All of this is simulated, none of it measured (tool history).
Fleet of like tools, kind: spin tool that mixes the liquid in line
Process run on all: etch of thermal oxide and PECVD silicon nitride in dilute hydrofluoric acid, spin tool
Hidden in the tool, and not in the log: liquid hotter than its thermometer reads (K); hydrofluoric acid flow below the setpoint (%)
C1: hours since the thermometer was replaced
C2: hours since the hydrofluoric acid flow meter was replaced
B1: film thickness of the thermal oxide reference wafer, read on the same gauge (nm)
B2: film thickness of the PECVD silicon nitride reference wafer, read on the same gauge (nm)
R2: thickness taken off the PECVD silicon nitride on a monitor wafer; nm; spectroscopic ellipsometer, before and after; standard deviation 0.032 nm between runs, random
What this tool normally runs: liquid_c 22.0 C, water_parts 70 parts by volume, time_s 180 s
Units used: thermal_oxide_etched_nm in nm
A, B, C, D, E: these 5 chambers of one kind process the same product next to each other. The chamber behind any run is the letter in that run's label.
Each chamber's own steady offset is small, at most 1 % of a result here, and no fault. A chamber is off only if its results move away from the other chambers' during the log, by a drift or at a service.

{"run": "1C", "hour": 9.3, "liquid_c": 22.0, "water_parts": 70, "time_s": 180, "C1": 1149.6, "C2": 1156.2, "B1": 110.02, "B2": 59.99, "thermal_oxide_etched_nm": 12.168, "R2": 4.2984}
{"run": "2D", "hour": 16.6, "liquid_c": 22.0, "water_parts": 70, "time_s": 180, "C1": 192.0, "C2": 290.7, "B1": 110.02, "B2": 60.034, "thermal_oxide_etched_nm": 12.319, "R2": 4.2879}
{"run": "3A", "hour": 25.3, "liquid_c": 22.0, "water_parts": 70, "time_s": 180, "C1": 1277.2, "C2": 540.9, "B1": 109.99, "B2": 60.035, "thermal_oxide_etched_nm": 12.355, "R2": 4.3031}
{"run": "4E", "hour": 31.4, "liquid_c": 22.0, "water_parts": 70, "time_s": 180, "C1": 1000.0, "C2": 1103.9, "B1": 110.0, "B2": 60.047, "thermal_oxide_etched_nm": 12.161, "R2": 4.2824}
{"run": "5B", "hour": 37.3, "liquid_c": 22.0, "water_parts": 70, "time_s": 180, "C1": 51.1, "C2": 1223.7, "B1": 109.98, "B2": 59.984, "thermal_oxide_etched_nm": 12.084, "R2": 4.2961}
{"run": "6A", "hour": 48.5, "liquid_c": 22.0, "water_parts": 70, "time_s": 180, "C1": 1300.4, "C2": 564.1, "B1": 109.99, "B2": 60.046, "thermal_oxide_etched_nm": 12.214, "R2": 4.3088}
{"run": "7E", "hour": 61.3, "liquid_c": 22.0, "water_parts": 70, "time_s": 180, "C1": 1029.9, "C2": 1133.8, "B1": 110.03, "B2": 60.029, "thermal_oxide_etched_nm": 12.206, "R2": 4.2641}
{"hour": 67.1, "done": "chamber A: hydrofluoric acid flow meter replaced"}
{"run": "8C", "hour": 73.5, "liquid_c": 22.0, "water_parts": 90, "time_s": 145, "C1": 1213.8, "C2": 1220.4, "B1": 110.04, "B2": 59.975, "thermal_oxide_etched_nm": 7.3935, "R2": 2.6502}
{"run": "9D", "hour": 84.9, "liquid_c": 22.0, "water_parts": 90, "time_s": 145, "C1": 260.3, "C2": 359.0, "B1": 109.98, "B2": 60.002, "thermal_oxide_etched_nm": 7.4905, "R2": 2.6751}
{"run": "10B", "hour": 98.4, "liquid_c": 22.0, "water_parts": 90, "time_s": 145, "C1": 112.2, "C2": 1284.8, "B1": 110.0, "B2": 59.972, "thermal_oxide_etched_nm": 7.5118, "R2": 2.6959}
{"hour": 102.0, "done": "chamber C: thermometer replaced"}
{"run": "11A", "hour": 105.9, "liquid_c": 22.0, "water_parts": 90, "time_s": 145, "C1": 1357.8, "C2": 38.9, "B1": 109.99, "B2": 59.992, "thermal_oxide_etched_nm": 7.5006, "R2": 2.7161}
{"run": "12E", "hour": 118.0, "liquid_c": 22.0, "water_parts": 90, "time_s": 145, "C1": 1086.6, "C2": 1190.5, "B1": 109.98, "B2": 59.974, "thermal_oxide_etched_nm": 7.4473, "R2": 2.6773}
{"run": "13D", "hour": 128.7, "liquid_c": 22.0, "water_parts": 70, "time_s": 180, "C1": 304.1, "C2": 402.8, "B1": 110.03, "B2": 60.003, "thermal_oxide_etched_nm": 12.148, "R2": 4.2299}
{"run": "14B", "hour": 140.8, "liquid_c": 22.0, "water_parts": 70, "time_s": 180, "C1": 154.6, "C2": 1327.2, "B1": 110.0, "B2": 59.973, "thermal_oxide_etched_nm": 12.089, "R2": 4.2212}
{"run": "15C", "hour": 149.7, "liquid_c": 22.0, "water_parts": 70, "time_s": 180, "C1": 47.7, "C2": 1296.6, "B1": 109.97, "B2": 59.987, "thermal_oxide_etched_nm": 12.089, "R2": 4.2245}
{"run": "16E", "hour": 159.8, "liquid_c": 22.0, "water_parts": 70, "time_s": 180, "C1": 1128.4, "C2": 1232.3, "B1": 110.0, "B2": 60.003, "thermal_oxide_etched_nm": 12.171, "R2": 4.2733}
{"run": "17D", "hour": 172.4, "liquid_c": 22.0, "water_parts": 70, "time_s": 180, "C1": 347.8, "C2": 446.5, "B1": 109.95, "B2": 60.02, "thermal_oxide_etched_nm": 12.515, "R2": 4.3223}
{"run": "18B", "hour": 181.4, "liquid_c": 22.0, "water_parts": 70, "time_s": 180, "C1": 195.2, "C2": 1367.8, "B1": 110.0, "B2": 60.025, "thermal_oxide_etched_nm": 12.101, "R2": 4.266}
{"run": "19C", "hour": 188.0, "liquid_c": 22.0, "water_parts": 70, "time_s": 180, "C1": 86.0, "C2": 1334.9, "B1": 110.02, "B2": 60.002, "thermal_oxide_etched_nm": 12.26, "R2": 4.2409}
{"run": "20A", "hour": 199.5, "liquid_c": 24.5, "water_parts": 55, "time_s": 180, "C1": 1451.4, "C2": 132.5, "B1": 109.98, "B2": 60.03, "thermal_oxide_etched_nm": 17.694, "R2": 6.4554}
{"run": "21A", "hour": 207.5, "liquid_c": 24.5, "water_parts": 55, "time_s": 180, "C1": 1459.4, "C2": 140.5, "B1": 109.98, "B2": 60.039, "thermal_oxide_etched_nm": 17.694, "R2": 6.4102}
{"hour": 218.6, "done": "chamber B: hydrofluoric acid flow meter replaced"}
{"run": "22B", "hour": 219.4, "liquid_c": 24.5, "water_parts": 55, "time_s": 180, "C1": 233.2, "C2": 0.8, "B1": 109.96, "B2": 59.974, "thermal_oxide_etched_nm": 17.386, "R2": 6.3664}
{"run": "23C", "hour": 228.3, "liquid_c": 24.5, "water_parts": 55, "time_s": 180, "C1": 126.3, "C2": 1375.2, "B1": 110.04, "B2": 59.995, "thermal_oxide_etched_nm": 17.328, "R2": 6.3489}
{"run": "24E", "hour": 236.6, "liquid_c": 24.5, "water_parts": 55, "time_s": 180, "C1": 1205.2, "C2": 1309.1, "B1": 110.01, "B2": 59.959, "thermal_oxide_etched_nm": 17.533, "R2": 6.478}
{"run": "25D", "hour": 245.3, "liquid_c": 22.0, "water_parts": 70, "time_s": 180, "C1": 420.7, "C2": 519.4, "B1": 110.01, "B2": 60.02, "thermal_oxide_etched_nm": 12.695, "R2": 4.6133}
{"run": "26D", "hour": 251.8, "liquid_c": 22.0, "water_parts": 70, "time_s": 180, "C1": 427.2, "C2": 525.9, "B1": 110.0, "B2": 59.947, "thermal_oxide_etched_nm": 12.868, "R2": 4.6376}
{"run": "27B", "hour": 257.8, "liquid_c": 22.0, "water_parts": 70, "time_s": 180, "C1": 271.6, "C2": 39.2, "B1": 109.97, "B2": 59.984, "thermal_oxide_etched_nm": 12.223, "R2": 4.3002}
{"hour": 261.6, "done": "chamber A: thermometer replaced"}
{"run": "28A", "hour": 265.4, "liquid_c": 22.0, "water_parts": 70, "time_s": 180, "C1": 3.8, "C2": 198.4, "B1": 109.98, "B2": 59.994, "thermal_oxide_etched_nm": 12.23, "R2": 4.2529}
{"run": "29E", "hour": 274.4, "liquid_c": 22.0, "water_parts": 70, "time_s": 180, "C1": 1243.0, "C2": 1346.9, "B1": 110.05, "B2": 59.978, "thermal_oxide_etched_nm": 12.228, "R2": 4.2614}
{"run": "30C", "hour": 280.5, "liquid_c": 22.0, "water_parts": 70, "time_s": 180, "C1": 178.5, "C2": 1427.4, "B1": 110.02, "B2": 59.98, "thermal_oxide_etched_nm": 12.089, "R2": 4.2751}
{"run": "31C", "hour": 291.1, "liquid_c": 22.0, "water_parts": 70, "time_s": 180, "C1": 189.1, "C2": 1438.0, "B1": 109.99, "B2": 60.008, "thermal_oxide_etched_nm": 12.216, "R2": 4.2616}
{"run": "32E", "hour": 298.1, "liquid_c": 22.0, "water_parts": 70, "time_s": 180, "C1": 1266.7, "C2": 1370.6, "B1": 110.01, "B2": 60.017, "thermal_oxide_etched_nm": 12.292, "R2": 4.3169}
{"run": "33A", "hour": 306.6, "liquid_c": 22.0, "water_parts": 70, "time_s": 180, "C1": 45.0, "C2": 239.6, "B1": 109.97, "B2": 59.995, "thermal_oxide_etched_nm": 12.222, "R2": 4.2781}

All chambers now run identical settings, listed one chamber a line with results as question marks. What results will each chamber show?
{"run": "34A", "hour": 316.4, "liquid_c": 22.0, "water_parts": 70, "time_s": 180, "thermal_oxide_etched_nm": "?", "R2": "?"}
{"run": "34B", "hour": 316.4, "liquid_c": 22.0, "water_parts": 70, "time_s": 180, "thermal_oxide_etched_nm": "?", "R2": "?"}
{"run": "34C", "hour": 316.4, "liquid_c": 22.0, "water_parts": 70, "time_s": 180, "thermal_oxide_etched_nm": "?", "R2": "?"}
{"run": "34D", "hour": 316.4, "liquid_c": 22.0, "water_parts": 70, "time_s": 180, "thermal_oxide_etched_nm": "?", "R2": "?"}
{"run": "34E", "hour": 316.4, "liquid_c": 22.0, "water_parts": 70, "time_s": 180, "thermal_oxide_etched_nm": "?", "R2": "?"}

run=34A thermal_oxide_etched_nm=12.3060 R2=4.3049
run=34B thermal_oxide_etched_nm=12.1400 R2=4.2542
run=34C thermal_oxide_etched_nm=12.0600 R2=4.2628
run=34D thermal_oxide_etched_nm=13.2360 R2=4.8247
run=34E thermal_oxide_etched_nm=12.1750 R2=4.2826
